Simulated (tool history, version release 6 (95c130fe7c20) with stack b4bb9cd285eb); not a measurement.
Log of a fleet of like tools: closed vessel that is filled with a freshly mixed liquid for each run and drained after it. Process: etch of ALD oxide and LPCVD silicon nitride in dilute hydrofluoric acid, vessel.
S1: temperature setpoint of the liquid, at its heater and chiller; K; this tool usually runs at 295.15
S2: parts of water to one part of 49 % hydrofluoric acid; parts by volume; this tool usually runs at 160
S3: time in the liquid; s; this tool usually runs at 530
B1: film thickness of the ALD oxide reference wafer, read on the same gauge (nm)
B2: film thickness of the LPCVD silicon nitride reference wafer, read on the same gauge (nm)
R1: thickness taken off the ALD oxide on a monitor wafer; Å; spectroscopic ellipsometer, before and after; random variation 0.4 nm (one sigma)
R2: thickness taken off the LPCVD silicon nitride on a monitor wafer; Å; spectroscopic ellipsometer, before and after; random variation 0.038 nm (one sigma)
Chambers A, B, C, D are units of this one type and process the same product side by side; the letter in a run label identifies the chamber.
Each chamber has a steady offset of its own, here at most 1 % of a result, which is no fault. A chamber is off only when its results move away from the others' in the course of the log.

{"run": "1C", "hour": 5.4, "S1": 295.15, "S2": 160, "S3": 530, "B1": 150.03, "B2": 60.024, "R1": 477.85, "R2": 13.987}
{"run": "2B", "hour": 9.5, "S1": 295.15, "S2": 160, "S3": 530, "B1": 150, "B2": 60.021, "R1": 474.41, "R2": 13.8}
{"run": "3A", "hour": 13.7, "S1": 295.15, "S2": 160, "S3": 530, "B1": 149.98, "B2": 59.993, "R1": 486.14, "R2": 14.11}
{"run": "4D", "hour": 17.0, "S1": 295.15, "S2": 160, "S3": 530, "B1": 150.01, "B2": 59.934, "R1": 478.27, "R2": 14.48}
{"run": "5A", "hour": 21.7, "S1": 295.15, "S2": 100, "S3": 530, "B1": 150.03, "B2": 60.02, "R1": 802.1, "R2": 21.524}
{"run": "6B", "hour": 26.4, "S1": 295.15, "S2": 100, "S3": 530, "B1": 150.02, "B2": 59.99, "R1": 818.39, "R2": 22.394}
{"run": "7C", "hour": 31.1, "S1": 295.15, "S2": 100, "S3": 530, "B1": 149.94, "B2": 60.007, "R1": 822.8, "R2": 22.251}
{"run": "8D", "hour": 36.2, "S1": 295.15, "S2": 100, "S3": 530, "B1": 149.97, "B2": 59.985, "R1": 823.01, "R2": 22.205}
{"run": "9B", "hour": 41.7, "S1": 295.15, "S2": 160, "S3": 530, "B1": 149.97, "B2": 60.035, "R1": 475.34, "R2": 13.976}
{"run": "10A", "hour": 46.8, "S1": 295.15, "S2": 225, "S3": 530, "B1": 150.02, "B2": 59.995, "R1": 317.27, "R2": 10.178}
{"run": "11C", "hour": 52.4, "S1": 295.15, "S2": 225, "S3": 530, "B1": 150.03, "B2": 60.019, "R1": 312.96, "R2": 9.5188}
{"run": "12D", "hour": 57.0, "S1": 295.15, "S2": 225, "S3": 530, "B1": 149.98, "B2": 60.014, "R1": 322.62, "R2": 9.9035}
{"run": "13B", "hour": 61.8, "S1": 295.15, "S2": 225, "S3": 530, "B1": 150.02, "B2": 59.995, "R1": 316.04, "R2": 9.879}
{"run": "14C", "hour": 65.1, "S1": 295.15, "S2": 160, "S3": 530, "B1": 150, "B2": 60.007, "R1": 467.49, "R2": 13.937}
{"hour": 70.7, "done": "chamber B: thermometer replaced"}
{"run": "15A", "hour": 70.7, "S1": 295.15, "S2": 160, "S3": 530, "B1": 150.03, "B2": 60.01, "R1": 477.65, "R2": 13.687}
{"run": "16D", "hour": 75.4, "S1": 298.65, "S2": 160, "S3": 220, "B1": 149.96, "B2": 60.005, "R1": 227.57, "R2": 7.2482}
{"run": "17A", "hour": 80.3, "S1": 298.65, "S2": 160, "S3": 220, "B1": 149.96, "B2": 60.046, "R1": 227.55, "R2": 7.0767}
{"run": "18D", "hour": 83.8, "S1": 298.65, "S2": 160, "S3": 220, "B1": 150.03, "B2": 60.011, "R1": 227.39, "R2": 7.0031}
{"run": "19B", "hour": 88.5, "S1": 298.65, "S2": 160, "S3": 220, "B1": 150.03, "B2": 60.022, "R1": 219.05, "R2": 7.3381}
{"run": "20C", "hour": 91.6, "S1": 295.15, "S2": 160, "S3": 530, "B1": 149.99, "B2": 59.992, "R1": 477.94, "R2": 14.867}
{"run": "21B", "hour": 95.6, "S1": 295.15, "S2": 160, "S3": 530, "B1": 150.02, "B2": 59.991, "R1": 459.31, "R2": 13.845}
{"run": "22D", "hour": 99.3, "S1": 297.15, "S2": 125, "S3": 530, "B1": 150.01, "B2": 60.018, "R1": 693.39, "R2": 21.299}
{"run": "23A", "hour": 101.8, "S1": 297.15, "S2": 125, "S3": 530, "B1": 150, "B2": 60.021, "R1": 684.21, "R2": 19.889}
{"run": "24C", "hour": 104.3, "S1": 297.15, "S2": 125, "S3": 530, "B1": 150.01, "B2": 60.003, "R1": 694.9, "R2": 20.625}
{"run": "25D", "hour": 109.0, "S1": 297.15, "S2": 125, "S3": 530, "B1": 149.98, "B2": 60.023, "R1": 688, "R2": 20.485}
{"run": "26A", "hour": 111.9, "S1": 295.15, "S2": 160, "S3": 530, "B1": 150, "B2": 60.036, "R1": 477.51, "R2": 13.666}
{"run": "27C", "hour": 117.4, "S1": 295.15, "S2": 160, "S3": 530, "B1": 150.02, "B2": 60.012, "R1": 472.63, "R2": 13.698}
{"run": "28B", "hour": 119.9, "S1": 295.15, "S2": 160, "S3": 530, "B1": 150.02, "B2": 60, "R1": 447.5, "R2": 12.636}
{"run": "29B", "hour": 125.3, "S1": 295.15, "S2": 200, "S3": 530, "B1": 150.02, "B2": 59.927, "R1": 338.98, "R2": 10.78}
{"run": "30A", "hour": 128.6, "S1": 295.15, "S2": 200, "S3": 530, "B1": 150.01, "B2": 60.026, "R1": 365.45, "R2": 10.793}
{"run": "31C", "hour": 134.2, "S1": 295.15, "S2": 200, "S3": 530, "B1": 149.96, "B2": 60.001, "R1": 366.63, "R2": 11.139}
{"run": "32D", "hour": 138.3, "S1": 295.15, "S2": 200, "S3": 530, "B1": 149.96, "B2": 60.004, "R1": 362.31, "R2": 11.592}
{"run": "33C", "hour": 143.3, "S1": 295.15, "S2": 160, "S3": 530, "B1": 149.97, "B2": 59.991, "R1": 475.61, "R2": 13.868}
{"run": "34A", "hour": 145.8, "S1": 295.15, "S2": 160, "S3": 530, "B1": 149.93, "B2": 59.995, "R1": 468.13, "R2": 14.658}
{"run": "35D", "hour": 149.6, "S1": 295.15, "S2": 160, "S3": 530, "B1": 150, "B2": 59.994, "R1": 476.87, "R2": 14.016}
{"run": "36B", "hour": 154.3, "S1": 295.15, "S2": 160, "S3": 530, "B1": 150.02, "B2": 59.993, "R1": 430.52, "R2": 12.559}

The same settings go to every chamber for the next run, one line per chamber below. Forecast the results for each:
{"run": "37A", "hour": 158.3, "S1": 293.15, "S2": 160, "S3": 530, "R1": "?", "R2": "?"}
{"run": "37B", "hour": 158.3, "S1": 293.15, "S2": 160, "S3": 530, "R1": "?", "R2": "?"}
{"run": "37C", "hour": 158.3, "S1": 293.15, "S2": 160, "S3": 530, "R1": "?", "R2": "?"}
{"run": "37D", "hour": 158.3, "S1": 293.15, "S2": 160, "S3": 530, "R1": "?", "R2": "?"}

run=37A R1=436.72 R2=12.101
run=37B R1=389.45 R2=11.799
run=37C R1=443.39 R2=12.386
run=37D R1=441.15 R2=13.294
